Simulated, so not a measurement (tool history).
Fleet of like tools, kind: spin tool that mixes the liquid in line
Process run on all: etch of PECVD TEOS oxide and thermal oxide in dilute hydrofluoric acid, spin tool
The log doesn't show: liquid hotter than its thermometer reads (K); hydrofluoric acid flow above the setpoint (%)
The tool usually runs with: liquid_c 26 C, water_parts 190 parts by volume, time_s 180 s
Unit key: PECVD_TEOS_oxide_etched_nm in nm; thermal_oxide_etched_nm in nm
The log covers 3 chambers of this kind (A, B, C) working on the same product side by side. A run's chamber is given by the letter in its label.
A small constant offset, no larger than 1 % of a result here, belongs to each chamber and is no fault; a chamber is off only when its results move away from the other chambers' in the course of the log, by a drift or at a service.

run,day,liquid_c,water_parts,time_s,hours since the thermometer was replaced,hours since the hydrofluoric acid flow meter was replaced,"read-back film thickness of the PECVD TEOS oxide reference wafer, read on the same gauge (nm)","read-back film thickness of the thermal oxide reference wafer, read on the same gauge (nm)",PECVD_TEOS_oxide_etched_nm,thermal_oxide_etched_nm
1B,0.662,26,190,180,154.5,322,69.984,130.03,11.641,4.492
2A,1.312,26,190,180,1012.4,291.2,69.965,130.03,11.568,4.4299
3C,1.983,26,190,180,1275.5,218.8,69.978,129.98,11.611,4.4772
4C,2.558,26,190,180,1289.3,232.6,70.007,130.03,11.545,4.4803
5B,3.033,24.5,140,180,211.4,378.9,70.029,129.97,15.666,6.1126
6A,3.371,24.5,140,180,1061.8,340.6,69.98,130.03,15.857,6.0456
7C,4.017,24.5,140,180,1324.3,267.6,69.992,130.02,15.62,6.153
8A,4.488,26,190,180,1088.6,367.4,70.027,130.02,11.518,4.4465
9B,4.883,26,190,180,255.8,423.3,70.036,130.01,11.675,4.4552
10C,5.562,26,190,180,1361.4,304.7,70.037,129.98,11.5,4.4724
11B,6.033,26,190,180,283.4,450.9,70.037,130,11.586,4.491
12A,6.712,22,275,180,1142,420.8,70.026,129.97,6.3571,2.4531
13B,7.021,22,275,180,307.1,474.6,70.005,129.99,6.4535,2.471
14A,7.621,22,275,180,1163.8,442.6,70.013,129.97,6.2855,2.4486
15C,8.204,26,190,180,1424.8,368.1,69.999,130,11.34,4.482
16C,8.575,26,190,180,1433.7,377,69.999,130.04,11.423,4.4774
17B,8.971,26,105,180,353.9,521.4,69.982,130.02,22.885,8.9431
18A,9.404,26,105,180,1206.6,485.4,70.024,130.02,23.405,8.8595
19C,9.971,26,105,180,1467.2,410.5,70.001,130,23.164,8.994
20B,10.358,26,190,180,387.2,554.7,70.002,129.97,11.688,4.4991
21A,10.962,26,190,180,1244,522.8,69.942,129.98,11.617,4.4472
22B,11.304,26,190,180,409.9,577.4,70.013,130,11.662,4.4602
23A,11.717,26,120,180,1262.1,540.9,69.973,130.01,20.041,7.7405
24C,12.267,26,120,180,1522.3,465.6,69.97,130,20.096,7.7053
25B,12.562,26,120,180,440.1,607.6,69.978,129.99,19.656,7.6171
26C,13.104,26,190,180,1542.4,485.7,69.952,129.95,11.495,4.5239
27A,13.775,26,190,180,1311.5,590.3,70.035,130.01,11.715,4.4887
28C,14.325,26,190,180,1571.7,515,69.963,130.02,11.425,4.4857
29B,14.692,26,190,180,491.2,658.7,69.966,130.03,11.643,4.5005
30A,15.054,26,190,180,1342.2,621,70.007,129.93,11.642,4.4976
31A,15.712,26,190,180,1358,636.8,70.004,129.98,11.452,4.4679
32B,16.025,26,190,180,523.2,690.7,70.037,129.93,11.584,4.4884
33C,16.383,26,275,180,1621.1,564.4,69.994,130.01,7.2863,2.8173
34A,16.679,26,275,180,1381.2,660,70.012,130.03,7.3146,2.7963
# day 16.975: chamber B: thermometer replaced
35C,17.054,26,275,180,1637.2,580.5,69.994,130,7.2042,2.8428
36B,17.442,26,265,180,11.2,724.7,70.017,130.06,7.6758,2.9844
37A,17.933,26,265,180,1411.3,690.1,69.962,129.99,7.7797,2.9387
38C,18.471,26,265,180,1671.2,614.5,70.046,130,7.5739,2.9753
39B,19.142,26,190,180,52,765.5,69.984,130.01,11.551,4.5011
40C,19.771,26,190,180,1702.4,645.7,69.999,129.96,11.544,4.4804
41A,20.362,26,275,180,1469.6,748.4,70.001,129.98,7.3712,2.8239
42B,20.875,26,275,180,93.6,807.1,69.99,130.01,7.4429,2.8554

All 3 chambers run these settings next. Forecast each chamber's results:
43A,21.362,26,190,180,,,,,?,?
43B,21.362,26,190,180,,,,,?,?
43C,21.362,26,190,180,,,,,?,?

run,PECVD_TEOS_oxide_etched_nm,thermal_oxide_etched_nm
43A,11.628,4.4851
43B,11.547,4.4466
43C,11.667,4.4966
